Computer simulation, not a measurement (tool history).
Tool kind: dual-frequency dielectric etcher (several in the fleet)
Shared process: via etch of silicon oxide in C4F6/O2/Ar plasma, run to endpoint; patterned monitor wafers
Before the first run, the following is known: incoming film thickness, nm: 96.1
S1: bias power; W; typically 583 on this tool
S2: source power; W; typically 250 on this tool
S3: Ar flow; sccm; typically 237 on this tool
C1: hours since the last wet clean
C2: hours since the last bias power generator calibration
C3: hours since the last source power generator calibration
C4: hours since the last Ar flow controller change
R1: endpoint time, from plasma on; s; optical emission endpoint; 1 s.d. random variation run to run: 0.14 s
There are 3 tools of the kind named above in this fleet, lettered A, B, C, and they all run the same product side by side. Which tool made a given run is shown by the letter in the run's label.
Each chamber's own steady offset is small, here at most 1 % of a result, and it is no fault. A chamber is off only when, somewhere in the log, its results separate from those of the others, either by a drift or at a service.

{"run": "1A", "hour": 11.4, "S1": 583, "S2": 250, "S3": 237, "C1": 174.8, "C2": 2897, "C3": 1204.8, "C4": 1447.7, "R1": 23.51}
{"run": "2C", "hour": 20.9, "S1": 583, "S2": 250, "S3": 237, "C1": 463.4, "C2": 1036.2, "C3": 518.1, "C4": 55.4, "R1": 23.035}
{"run": "3B", "hour": 34.1, "S1": 583, "S2": 250, "S3": 237, "C1": 303.1, "C2": 1358.6, "C3": 2258.6, "C4": 371.8, "R1": 22.866}
{"run": "4A", "hour": 40.3, "S1": 583, "S2": 250, "S3": 237, "C1": 203.7, "C2": 2925.9, "C3": 1233.7, "C4": 1476.6, "R1": 23.224}
{"run": "5C", "hour": 46.6, "S1": 583, "S2": 250, "S3": 237, "C1": 489.1, "C2": 1061.9, "C3": 543.8, "C4": 81.1, "R1": 22.742}
{"run": "6B", "hour": 56.3, "S1": 583, "S2": 250, "S3": 237, "C1": 325.3, "C2": 1380.8, "C3": 2280.8, "C4": 394, "R1": 23.271}
{"run": "7A", "hour": 65.6, "S1": 583, "S2": 250, "S3": 237, "C1": 229, "C2": 2951.2, "C3": 1259, "C4": 1501.9, "R1": 23.305}
{"run": "8C", "hour": 77.2, "S1": 583, "S2": 250, "S3": 237, "C1": 519.7, "C2": 1092.5, "C3": 574.4, "C4": 111.7, "R1": 22.892}
{"run": "9B", "hour": 90.1, "S1": 583, "S2": 250, "S3": 237, "C1": 359.1, "C2": 1414.6, "C3": 2314.6, "C4": 427.8, "R1": 23.408}
{"hour": 96.9, "done": "chamber B: source power generator calibrated"}
{"run": "10C", "hour": 98.4, "S1": 583, "S2": 250, "S3": 237, "C1": 540.9, "C2": 1113.7, "C3": 595.6, "C4": 132.9, "R1": 22.968}
{"run": "11B", "hour": 109.1, "S1": 583, "S2": 250, "S3": 237, "C1": 378.1, "C2": 1433.6, "C3": 12.2, "C4": 446.8, "R1": 23.478}
{"hour": 112.2, "done": "chamber C: wet clean of the chamber"}
{"run": "12A", "hour": 115.1, "S1": 583, "S2": 210, "S3": 237, "C1": 278.5, "C2": 3000.7, "C3": 1308.5, "C4": 1551.4, "R1": 24.671}
{"run": "13A", "hour": 126.4, "S1": 583, "S2": 210, "S3": 237, "C1": 289.8, "C2": 3012, "C3": 1319.8, "C4": 1562.7, "R1": 24.876}
{"run": "14B", "hour": 136.5, "S1": 583, "S2": 210, "S3": 237, "C1": 405.5, "C2": 1461, "C3": 39.6, "C4": 474.2, "R1": 25.142}
{"run": "15C", "hour": 143.9, "S1": 583, "S2": 250, "S3": 237, "C1": 31.8, "C2": 1159.2, "C3": 641.1, "C4": 178.4, "R1": 23.046}
{"run": "16C", "hour": 151.4, "S1": 583, "S2": 250, "S3": 207, "C1": 39.3, "C2": 1166.7, "C3": 648.6, "C4": 185.9, "R1": 22.604}
{"run": "17B", "hour": 159.9, "S1": 583, "S2": 250, "S3": 207, "C1": 428.9, "C2": 1484.4, "C3": 63, "C4": 497.6, "R1": 23.393}
{"run": "18A", "hour": 172.9, "S1": 583, "S2": 250, "S3": 207, "C1": 336.3, "C2": 3058.5, "C3": 1366.3, "C4": 1609.2, "R1": 22.826}
{"hour": 182.4, "done": "chamber A: wet clean of the chamber"}
{"run": "19B", "hour": 182.7, "S1": 526, "S2": 250, "S3": 237, "C1": 451.7, "C2": 1507.2, "C3": 85.8, "C4": 520.4, "R1": 24.719}
{"run": "20A", "hour": 194.2, "S1": 526, "S2": 250, "S3": 237, "C1": 11.8, "C2": 3079.8, "C3": 1387.6, "C4": 1630.5, "R1": 23.892}
{"run": "21C", "hour": 203.9, "S1": 526, "S2": 250, "S3": 237, "C1": 91.8, "C2": 1219.2, "C3": 701.1, "C4": 238.4, "R1": 23.822}
{"run": "22A", "hour": 214.7, "S1": 583, "S2": 250, "S3": 237, "C1": 32.3, "C2": 3100.3, "C3": 1408.1, "C4": 1651, "R1": 23.179}
{"run": "23C", "hour": 221.7, "S1": 583, "S2": 250, "S3": 237, "C1": 109.6, "C2": 1237, "C3": 718.9, "C4": 256.2, "R1": 22.976}
{"run": "24B", "hour": 233.6, "S1": 583, "S2": 250, "S3": 237, "C1": 502.6, "C2": 1558.1, "C3": 136.7, "C4": 571.3, "R1": 23.987}

What goes on in this fleet: one chamber off, a drifting gauge, or nothing beyond the chambers' own small offsets? Name the chamber and the cause, if any.

It is chamber B that slowly wanders off from its peers.
What lies behind it: etch rate under this chamber's usual, % = 4.08.

Below are 4 candidate recipes for chamber B's next run, each the usual settings with a change, their results shown as question marks. Which of them brings B's results back in line with what the other chambers give on the usual settings?
In line means no further than this from the other chambers' mean on the usual settings: R1 0.5 s
{"run": "25B-1", "hour": 243.0, "S1": 476, "S2": 250, "S3": 249, "R1": "?"}
{"run": "25B-2", "hour": 243.0, "S1": 583, "S2": 270, "S3": 229, "R1": "?"}
{"run": "25B-3", "hour": 243.0, "S1": 526, "S2": 250, "S3": 237, "R1": "?"}
{"run": "25B-4", "hour": 243.0, "S1": 583, "S2": 310, "S3": 237, "R1": "?"}

The other chambers' mean on the usual settings: R1 23.081 s
run=25B-1 R1=26.147
run=25B-2 R1=23.264
run=25B-3 R1=25.013
run=25B-4 R1=22.201
25B-2 puts the chamber back in line with the other chambers.

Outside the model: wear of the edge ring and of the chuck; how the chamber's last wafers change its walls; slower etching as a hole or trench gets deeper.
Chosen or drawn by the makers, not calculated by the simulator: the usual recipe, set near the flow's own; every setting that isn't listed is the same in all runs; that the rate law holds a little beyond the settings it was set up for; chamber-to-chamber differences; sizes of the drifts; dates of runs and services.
